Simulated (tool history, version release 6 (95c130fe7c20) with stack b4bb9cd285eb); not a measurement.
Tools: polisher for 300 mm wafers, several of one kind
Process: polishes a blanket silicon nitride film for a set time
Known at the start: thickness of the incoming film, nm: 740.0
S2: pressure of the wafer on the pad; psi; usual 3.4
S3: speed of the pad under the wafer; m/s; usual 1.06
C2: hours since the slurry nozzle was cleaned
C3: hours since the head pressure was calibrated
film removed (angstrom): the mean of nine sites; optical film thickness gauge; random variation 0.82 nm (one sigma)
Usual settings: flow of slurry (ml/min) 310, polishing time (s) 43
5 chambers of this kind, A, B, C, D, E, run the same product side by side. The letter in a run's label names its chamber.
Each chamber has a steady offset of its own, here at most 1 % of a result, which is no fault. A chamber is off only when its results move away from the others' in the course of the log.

run 1B hour=4.1 | flow_of_slurry_(ml/min)=310 S2=3.4 S3=1.06 polishing_time_(s)=43 | wafers_polished_on_this_pad=733 C2=59.0 C3=147.7 | film_removed_(angstrom)=757.38
-- hour=5.0 chamber C: worn pad replaced by a new one
run 2A hour=9.4 | flow_of_slurry_(ml/min)=310 S2=3.4 S3=1.06 polishing_time_(s)=43 | wafers_polished_on_this_pad=173 C2=320.7 C3=123.8 | film_removed_(angstrom)=753.37
run 3E hour=14.9 | flow_of_slurry_(ml/min)=310 S2=3.4 S3=1.06 polishing_time_(s)=43 | wafers_polished_on_this_pad=906 C2=468.4 C3=1142.0 | film_removed_(angstrom)=746.03
run 4C hour=24.0 | flow_of_slurry_(ml/min)=310 S2=3.4 S3=1.06 polishing_time_(s)=43 | wafers_polished_on_this_pad=268 C2=70.7 C3=556.5 | film_removed_(angstrom)=744.31
run 5D hour=29.3 | flow_of_slurry_(ml/min)=310 S2=3.4 S3=1.06 polishing_time_(s)=43 | wafers_polished_on_this_pad=571 C2=252.6 C3=85.1 | film_removed_(angstrom)=742.69
run 6E hour=37.4 | flow_of_slurry_(ml/min)=310 S2=3.4 S3=1.06 polishing_time_(s)=43 | wafers_polished_on_this_pad=1223 C2=490.9 C3=1164.5 | film_removed_(angstrom)=734.27
run 7D hour=44.5 | flow_of_slurry_(ml/min)=310 S2=3.4 S3=1.06 polishing_time_(s)=43 | wafers_polished_on_this_pad=785 C2=267.8 C3=100.3 | film_removed_(angstrom)=749.39
-- hour=47.0 chamber D: worn pad replaced by a new one
-- hour=47.2 chamber E: worn pad replaced by a new one
run 8A hour=52.2 | flow_of_slurry_(ml/min)=400 S2=3.4 S3=0.92 polishing_time_(s)=43 | wafers_polished_on_this_pad=775 C2=363.5 C3=166.6 | film_removed_(angstrom)=690.90
run 9B hour=56.5 | flow_of_slurry_(ml/min)=400 S2=3.4 S3=0.92 polishing_time_(s)=43 | wafers_polished_on_this_pad=1471 C2=111.4 C3=200.1 | film_removed_(angstrom)=687.44
run 10C hour=64.5 | flow_of_slurry_(ml/min)=400 S2=3.4 S3=0.92 polishing_time_(s)=43 | wafers_polished_on_this_pad=838 C2=111.2 C3=597.0 | film_removed_(angstrom)=679.11
-- hour=73.7 chamber A: worn pad replaced by a new one
run 11B hour=73.7 | flow_of_slurry_(ml/min)=400 S2=3.4 S3=0.92 polishing_time_(s)=43 | wafers_polished_on_this_pad=1713 C2=128.6 C3=217.3 | film_removed_(angstrom)=686.49
-- hour=78.1 chamber C: worn pad replaced by a new one
run 12D hour=82.2 | flow_of_slurry_(ml/min)=400 S2=3.4 S3=0.92 polishing_time_(s)=43 | wafers_polished_on_this_pad=496 C2=305.5 C3=138.0 | film_removed_(angstrom)=677.68
run 13C hour=88.7 | flow_of_slurry_(ml/min)=310 S2=3.4 S3=1.06 polishing_time_(s)=43 | wafers_polished_on_this_pad=150 C2=135.4 C3=621.2 | film_removed_(angstrom)=762.23
-- hour=95.6 chamber C: head pressure recalibrated
run 14E hour=97.0 | flow_of_slurry_(ml/min)=310 S2=3.4 S3=1.06 polishing_time_(s)=43 | wafers_polished_on_this_pad=701 C2=550.5 C3=1224.1 | film_removed_(angstrom)=742.15
-- hour=104.9 chamber D: worn pad replaced by a new one
run 15A hour=105.1 | flow_of_slurry_(ml/min)=310 S2=3.4 S3=1.06 polishing_time_(s)=43 | wafers_polished_on_this_pad=443 C2=416.4 C3=219.5 | film_removed_(angstrom)=752.35
run 16E hour=111.1 | flow_of_slurry_(ml/min)=310 S2=3.4 S3=1.06 polishing_time_(s)=43 | wafers_polished_on_this_pad=900 C2=564.6 C3=1238.2 | film_removed_(angstrom)=758.13
run 17C hour=115.6 | flow_of_slurry_(ml/min)=310 S2=3.4 S3=1.06 polishing_time_(s)=43 | wafers_polished_on_this_pad=529 C2=162.3 C3=20.0 | film_removed_(angstrom)=743.22
run 18A hour=124.6 | flow_of_slurry_(ml/min)=310 S2=3.4 S3=1.06 polishing_time_(s)=43 | wafers_polished_on_this_pad=718 C2=435.9 C3=239.0 | film_removed_(angstrom)=758.27
run 19D hour=133.3 | flow_of_slurry_(ml/min)=310 S2=3.4 S3=1.06 polishing_time_(s)=43 | wafers_polished_on_this_pad=400 C2=356.6 C3=189.1 | film_removed_(angstrom)=752.30
run 20B hour=141.5 | flow_of_slurry_(ml/min)=310 S2=3.4 S3=1.06 polishing_time_(s)=43 | wafers_polished_on_this_pad=2668 C2=196.4 C3=285.1 | film_removed_(angstrom)=739.46
run 21D hour=148.9 | flow_of_slurry_(ml/min)=310 S2=3.4 S3=1.06 polishing_time_(s)=43 | wafers_polished_on_this_pad=620 C2=372.2 C3=204.7 | film_removed_(angstrom)=743.50
-- hour=150.7 chamber B: slurry nozzle cleaned
-- hour=155.2 chamber E: worn pad replaced by a new one
run 22B hour=157.6 | flow_of_slurry_(ml/min)=310 S2=3.4 S3=1.06 polishing_time_(s)=43 | wafers_polished_on_this_pad=2895 C2=6.9 C3=301.2 | film_removed_(angstrom)=726.90
-- hour=159.7 chamber C: worn pad replaced by a new one
-- hour=160.8 chamber A: worn pad replaced by a new one
run 23C hour=166.4 | flow_of_slurry_(ml/min)=310 S2=3.4 S3=1.06 polishing_time_(s)=43 | wafers_polished_on_this_pad=95 C2=213.1 C3=70.8 | film_removed_(angstrom)=736.66
-- hour=167.7 chamber D: worn pad replaced by a new one
run 24E hour=172.4 | flow_of_slurry_(ml/min)=310 S2=3.4 S3=1.06 polishing_time_(s)=43 | wafers_polished_on_this_pad=242 C2=625.9 C3=1299.5 | film_removed_(angstrom)=742.12
run 25A hour=179.5 | flow_of_slurry_(ml/min)=310 S2=3.4 S3=1.06 polishing_time_(s)=43 | wafers_polished_on_this_pad=264 C2=490.8 C3=293.9 | film_removed_(angstrom)=751.32
run 26E hour=187.5 | flow_of_slurry_(ml/min)=310 S2=3.4 S3=1.06 polishing_time_(s)=43 | wafers_polished_on_this_pad=455 C2=641.0 C3=1314.6 | film_removed_(angstrom)=742.82
run 27D hour=193.1 | flow_of_slurry_(ml/min)=310 S2=3.4 S3=1.06 polishing_time_(s)=43 | wafers_polished_on_this_pad=358 C2=416.4 C3=248.9 | film_removed_(angstrom)=743.88
run 28B hour=200.9 | flow_of_slurry_(ml/min)=310 S2=3.4 S3=1.06 polishing_time_(s)=43 | wafers_polished_on_this_pad=3504 C2=50.2 C3=344.5 | film_removed_(angstrom)=692.72
run 29C hour=206.8 | flow_of_slurry_(ml/min)=310 S2=3.4 S3=1.06 polishing_time_(s)=43 | wafers_polished_on_this_pad=664 C2=253.5 C3=111.2 | film_removed_(angstrom)=753.30
run 30A hour=211.3 | flow_of_slurry_(ml/min)=310 S2=3.4 S3=1.06 polishing_time_(s)=43 | wafers_polished_on_this_pad=712 C2=522.6 C3=325.7 | film_removed_(angstrom)=751.53
run 31C hour=218.9 | flow_of_slurry_(ml/min)=310 S2=3.4 S3=1.06 polishing_time_(s)=43 | wafers_polished_on_this_pad=834 C2=265.6 C3=123.3 | film_removed_(angstrom)=728.39
run 32E hour=228.0 | flow_of_slurry_(ml/min)=310 S2=3.4 S3=0.92 polishing_time_(s)=43 | wafers_polished_on_this_pad=1025 C2=681.5 C3=1355.1 | film_removed_(angstrom)=659.51
-- hour=228.4 chamber D: worn pad replaced by a new one
-- hour=232.6 chamber A: worn pad replaced by a new one
run 33D hour=234.6 | flow_of_slurry_(ml/min)=310 S2=3.4 S3=0.92 polishing_time_(s)=43 | wafers_polished_on_this_pad=88 C2=457.9 C3=290.4 | film_removed_(angstrom)=675.58
-- hour=236.6 chamber C: worn pad replaced by a new one
run 34B hour=240.7 | flow_of_slurry_(ml/min)=310 S2=3.4 S3=0.92 polishing_time_(s)=43 | wafers_polished_on_this_pad=4065 C2=90.0 C3=384.3 | film_removed_(angstrom)=620.89
run 35A hour=247.7 | flow_of_slurry_(ml/min)=310 S2=3.4 S3=0.92 polishing_time_(s)=43 | wafers_polished_on_this_pad=212 C2=559.0 C3=362.1 | film_removed_(angstrom)=676.64
-- hour=251.8 chamber E: worn pad replaced by a new one
run 36C hour=252.1 | flow_of_slurry_(ml/min)=310 S2=3.4 S3=0.92 polishing_time_(s)=43 | wafers_polished_on_this_pad=219 C2=298.8 C3=156.5 | film_removed_(angstrom)=665.07
run 37A hour=257.9 | flow_of_slurry_(ml/min)=310 S2=3.4 S3=1.06 polishing_time_(s)=43 | wafers_polished_on_this_pad=356 C2=569.2 C3=372.3 | film_removed_(angstrom)=767.48
run 38E hour=263.1 | flow_of_slurry_(ml/min)=310 S2=3.4 S3=1.06 polishing_time_(s)=43 | wafers_polished_on_this_pad=159 C2=716.6 C3=1390.2 | film_removed_(angstrom)=759.76
run 39B hour=268.3 | flow_of_slurry_(ml/min)=310 S2=3.4 S3=1.06 polishing_time_(s)=43 | wafers_polished_on_this_pad=4454 C2=117.6 C3=411.9 | film_removed_(angstrom)=699.94
run 40D hour=275.5 | flow_of_slurry_(ml/min)=310 S2=3.4 S3=1.06 polishing_time_(s)=43 | wafers_polished_on_this_pad=664 C2=498.8 C3=331.3 | film_removed_(angstrom)=742.91
-- hour=280.4 chamber D: worn pad replaced by a new one
run 41D hour=284.1 | flow_of_slurry_(ml/min)=310 S2=3.4 S3=1.06 polishing_time_(s)=43 | wafers_polished_on_this_pad=53 C2=507.4 C3=339.9 | film_removed_(angstrom)=737.03

All 5 chambers run these settings next. Forecast each chamber's results:
run 42A hour=290.6 | flow_of_slurry_(ml/min)=310 S2=3.4 S3=1.06 polishing_time_(s)=43 | film_removed_(angstrom)=?
run 42B hour=290.6 | flow_of_slurry_(ml/min)=310 S2=3.4 S3=1.06 polishing_time_(s)=43 | film_removed_(angstrom)=?
run 42C hour=290.6 | flow_of_slurry_(ml/min)=310 S2=3.4 S3=1.06 polishing_time_(s)=43 | film_removed_(angstrom)=?
run 42D hour=290.6 | flow_of_slurry_(ml/min)=310 S2=3.4 S3=1.06 polishing_time_(s)=43 | film_removed_(angstrom)=?
run 42E hour=290.6 | flow_of_slurry_(ml/min)=310 S2=3.4 S3=1.06 polishing_time_(s)=43 | film_removed_(angstrom)=?

run=42A film_removed_(angstrom)=746.28
run=42B film_removed_(angstrom)=681.13
run=42C film_removed_(angstrom)=744.58
run=42D film_removed_(angstrom)=749.82
run=42E film_removed_(angstrom)=741.80

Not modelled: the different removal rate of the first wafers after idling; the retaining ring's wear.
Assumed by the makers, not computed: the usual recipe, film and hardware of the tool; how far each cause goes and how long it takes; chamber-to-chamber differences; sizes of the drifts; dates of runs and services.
